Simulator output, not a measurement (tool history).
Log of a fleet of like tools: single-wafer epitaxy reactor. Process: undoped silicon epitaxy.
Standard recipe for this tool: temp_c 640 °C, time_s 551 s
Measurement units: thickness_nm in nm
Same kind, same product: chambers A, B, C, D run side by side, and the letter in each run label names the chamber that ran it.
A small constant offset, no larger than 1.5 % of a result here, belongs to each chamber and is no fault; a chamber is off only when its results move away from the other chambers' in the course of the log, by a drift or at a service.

run,hour,temp_c,time_s,"read-back reference wafer on the same gauge, thickness_nm",thickness_nm
1D,4.6,640,551,72.263,74.166
2C,9.1,640,551,72.28,73.3
3B,12.9,640,551,72.236,74.152
4A,16.9,640,551,72.214,74.149
5A,24.1,640,551,72.174,74.45
6C,28.3,640,551,72.165,73.198
7B,34.1,640,551,72.203,74.207
8D,41.1,640,551,72.126,74.044
9C,44.2,640,551,72.12,73.427
10B,48.6,631,551,72.122,60.453
11D,52.1,631,551,72.12,60.342
12A,56.3,631,551,72.109,60.405
13A,61.2,631,551,72.043,60.553
14D,66.1,648,629,72.053,100.73
15C,70.5,648,629,72.006,99.785
16B,76.1,648,629,71.995,100.94
17B,80.4,648,629,71.988,100.48
18D,86.4,640,551,71.984,73.754
19A,91.5,640,551,71.955,74.101
20C,97.9,640,551,71.928,73.251
21D,101,640,551,71.909,74.013
22A,107.2,640,551,71.9,73.72
23B,110.9,640,551,71.869,73.957
24C,116.6,647,657,71.858,101.71
25D,122,647,657,71.815,102.45
26C,126,647,657,71.807,102

Next, all 4 chambers run the settings below, one line each with question marks for the results. What does each chamber give?
27A,131.2,653,551,,?
27B,131.2,653,551,,?
27C,131.2,653,551,,?
27D,131.2,653,551,,?

run,thickness_nm
27A,98.182
27B,98.352
27C,97.493
27D,97.982
